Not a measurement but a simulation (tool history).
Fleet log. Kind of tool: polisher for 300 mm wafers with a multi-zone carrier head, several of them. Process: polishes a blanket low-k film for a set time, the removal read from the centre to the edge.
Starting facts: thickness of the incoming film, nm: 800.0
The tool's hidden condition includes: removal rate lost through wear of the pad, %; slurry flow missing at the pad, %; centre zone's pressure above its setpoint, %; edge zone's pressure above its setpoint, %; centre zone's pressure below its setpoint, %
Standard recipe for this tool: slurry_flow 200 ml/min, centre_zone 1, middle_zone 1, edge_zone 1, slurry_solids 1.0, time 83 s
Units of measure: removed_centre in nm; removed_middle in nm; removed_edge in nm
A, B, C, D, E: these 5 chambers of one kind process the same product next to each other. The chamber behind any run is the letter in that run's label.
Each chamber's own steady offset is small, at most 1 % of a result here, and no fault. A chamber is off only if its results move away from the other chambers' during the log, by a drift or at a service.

| run | hour | slurry_flow | centre_zone | middle_zone | edge_zone | slurry_solids | time | wafers polished on this pad | hours since the slurry nozzle was cleaned | hours since the centre zone pressure was calibrated | hours since the edge zone pressure was calibrated | removed_centre | removed_middle | removed_edge |
|---|---|---|---|---|---|---|---|---|---|---|---|---|---|---|
| 1E | 8.3 | 200 | 1 | 1 | 1 | 1.0 | 83 | 586 | 159.6 | 591.5 | 204.5 | 29.703 | 30.880 | 30.412 |
|  | 15.3 | chamber B: worn pad replaced by a new one |
| 2A | 16.4 | 200 | 1 | 1 | 1 | 1.0 | 83 | 348 | 144.3 | 813.9 | 536.4 | 30.346 | 29.982 | 30.221 |
|  | 17.3 | chamber B: centre zone pressure recalibrated |
|  | 22.4 | chamber D: edge zone pressure recalibrated |
| 3B | 29.9 | 200 | 1 | 1 | 1 | 1.0 | 83 | 98 | 374.2 | 12.6 | 1263.6 | 30.520 | 30.558 | 30.224 |
|  | 31.9 | chamber A: worn pad replaced by a new one |
|  | 36.9 | chamber C: worn pad replaced by a new one |
| 4D | 37.0 | 200 | 1 | 1 | 1 | 1.0 | 83 | 366 | 438.4 | 79.0 | 14.6 | 30.686 | 29.731 | 30.782 |
| 5C | 50.3 | 200 | 1 | 1 | 1 | 1.0 | 83 | 90 | 234.8 | 411.0 | 297.8 | 29.861 | 29.979 | 30.528 |
| 6D | 58.0 | 200 | 1 | 1 | 1 | 1.0 | 83 | 507 | 459.4 | 100.0 | 35.6 | 30.199 | 30.300 | 30.701 |
|  | 58.4 | chamber C: edge zone pressure recalibrated |
| 7B | 69.0 | 200 | 1 | 1 | 1 | 1.0 | 83 | 361 | 413.3 | 51.7 | 1302.7 | 30.380 | 30.315 | 30.193 |
| 8E | 76.0 | 200 | 1 | 1 | 1 | 1.0 | 83 | 1041 | 227.3 | 659.2 | 272.2 | 29.819 | 30.005 | 30.930 |
| 9C | 85.3 | 200 | 1 | 1 | 1 | 1.0 | 83 | 325 | 269.8 | 446.0 | 26.9 | 29.812 | 29.638 | 30.225 |
|  | 86.7 | chamber A: slurry nozzle cleaned |
|  | 89.1 | chamber E: worn pad replaced by a new one |
| 10A | 92.4 | 200 | 1 | 1 | 1 | 1.0 | 83 | 406 | 5.7 | 889.9 | 612.4 | 31.422 | 30.215 | 30.525 |
| 11C | 99.4 | 200 | 1 | 1 | 1 | 1.0 | 83 | 420 | 283.9 | 460.1 | 41.0 | 30.756 | 30.209 | 30.439 |
| 12A | 109.9 | 200 | 1 | 1 | 1 | 1.0 | 83 | 524 | 23.2 | 907.4 | 629.9 | 30.837 | 30.838 | 30.332 |
|  | 120.0 | chamber A: worn pad replaced by a new one |
| 13E | 124.6 | 200 | 1 | 1 | 1 | 1.0 | 83 | 238 | 275.9 | 707.8 | 320.8 | 30.131 | 30.234 | 30.565 |
| 14D | 132.9 | 200 | 1 | 1 | 1 | 0.7 | 83 | 1010 | 534.3 | 174.9 | 110.5 | 25.801 | 25.478 | 25.465 |
| 15B | 142.3 | 200 | 1 | 1 | 1 | 0.7 | 83 | 853 | 486.6 | 125.0 | 1376.0 | 25.033 | 25.566 | 25.617 |
| 16B | 149.6 | 200 | 1 | 1 | 1 | 0.7 | 83 | 902 | 493.9 | 132.3 | 1383.3 | 25.240 | 25.655 | 25.474 |
| 17C | 163.0 | 200 | 1 | 1 | 1 | 0.7 | 83 | 847 | 347.5 | 523.7 | 104.6 | 25.154 | 25.389 | 25.891 |
|  | 167.1 | chamber C: worn pad replaced by a new one |
| 18E | 174.1 | 200 | 1 | 1 | 1 | 0.7 | 83 | 571 | 325.4 | 757.3 | 370.3 | 25.218 | 24.878 | 25.725 |
| 19A | 181.6 | 200 | 1 | 1 | 1 | 1.0 | 83 | 413 | 94.9 | 979.1 | 701.6 | 30.875 | 30.498 | 30.230 |
| 20D | 190.9 | 200 | 1 | 1 | 1 | 1.0 | 83 | 1400 | 592.3 | 232.9 | 168.5 | 30.467 | 30.302 | 30.702 |
|  | 195.6 | chamber B: worn pad replaced by a new one |
| 21A | 201.0 | 200 | 1 | 1 | 1 | 1.0 | 83 | 544 | 114.3 | 998.5 | 721.0 | 30.849 | 30.636 | 30.319 |
|  | 202.3 | chamber A: worn pad replaced by a new one |
| 22E | 207.9 | 200 | 1 | 1 | 1 | 1.0 | 83 | 798 | 359.2 | 791.1 | 404.1 | 30.274 | 28.959 | 30.355 |
|  | 209.7 | chamber C: slurry nozzle cleaned |
|  | 213.3 | chamber D: worn pad replaced by a new one |
| 23B | 216.4 | 200 | 1 | 1 | 1 | 1.0 | 83 | 139 | 560.7 | 199.1 | 1450.1 | 30.051 | 30.396 | 30.372 |
|  | 221.8 | chamber B: edge zone pressure recalibrated |
| 24D | 231.1 | 200 | 1 | 1 | 1 | 1.0 | 83 | 119 | 632.5 | 273.1 | 208.7 | 30.300 | 29.993 | 30.883 |
|  | 236.0 | chamber D: slurry nozzle cleaned |
| 25C | 240.8 | 200 | 1 | 1 | 1 | 1.0 | 83 | 495 | 31.2 | 601.5 | 182.4 | 30.188 | 29.773 | 30.514 |
| 26B | 250.0 | 200 | 1 | 1 | 1 | 1.0 | 83 | 365 | 594.3 | 232.7 | 28.3 | 29.779 | 30.630 | 30.400 |
| 27A | 265.6 | 200 | 1 | 1 | 1 | 1.0 | 83 | 425 | 178.9 | 1063.1 | 785.6 | 31.538 | 30.728 | 30.438 |
|  | 273.3 | chamber E: worn pad replaced by a new one |
| 28E | 277.1 | 170 | 1 | 1 | 1 | 1.0 | 111 | 25 | 428.4 | 860.3 | 473.3 | 38.588 | 38.611 | 40.445 |
| 29D | 287.8 | 170 | 1 | 1 | 1 | 1.0 | 111 | 500 | 51.8 | 329.8 | 265.4 | 39.695 | 39.852 | 40.069 |
|  | 289.4 | chamber A: worn pad replaced by a new one |
| 30C | 297.8 | 170 | 1 | 1 | 1 | 1.0 | 111 | 878 | 88.2 | 658.5 | 239.4 | 38.927 | 39.536 | 39.912 |
| 31C | 305.3 | 170 | 1 | 1 | 1 | 1.0 | 111 | 928 | 95.7 | 666.0 | 246.9 | 39.698 | 40.217 | 39.495 |
| 32B | 317.9 | 170 | 1 | 1 | 1 | 1.0 | 111 | 821 | 662.2 | 300.6 | 96.2 | 39.234 | 40.005 | 39.684 |
|  | 318.2 | chamber A: slurry nozzle cleaned |
| 33E | 332.8 | 200 | 1 | 1 | 1 | 1.0 | 83 | 400 | 484.1 | 916.0 | 529.0 | 30.457 | 30.844 | 30.604 |
| 34A | 347.0 | 200 | 1 | 1 | 1 | 1.0 | 83 | 387 | 28.9 | 1144.5 | 867.0 | 30.357 | 30.867 | 30.345 |

Predict what each chamber gives when all 5 of them run the settings below next.
| 35A | 358.2 | 200 | 1 | 1 | 1 | 1.0 | 83 |  |  |  |  | ? | ? | ? |
| 35B | 358.2 | 200 | 1 | 1 | 1 | 1.0 | 83 |  |  |  |  | ? | ? | ? |
| 35C | 358.2 | 200 | 1 | 1 | 1 | 1.0 | 83 |  |  |  |  | ? | ? | ? |
| 35D | 358.2 | 200 | 1 | 1 | 1 | 1.0 | 83 |  |  |  |  | ? | ? | ? |
| 35E | 358.2 | 200 | 1 | 1 | 1 | 1.0 | 83 |  |  |  |  | ? | ? | ? |

| run | removed_centre | removed_middle | removed_edge |
|---|---|---|---|
| 35A | 30.832 | 30.598 | 30.140 |
| 35B | 29.862 | 30.757 | 30.359 |
| 35C | 30.007 | 30.164 | 30.432 |
| 35D | 29.615 | 30.044 | 30.615 |
| 35E | 29.502 | 29.979 | 30.409 |

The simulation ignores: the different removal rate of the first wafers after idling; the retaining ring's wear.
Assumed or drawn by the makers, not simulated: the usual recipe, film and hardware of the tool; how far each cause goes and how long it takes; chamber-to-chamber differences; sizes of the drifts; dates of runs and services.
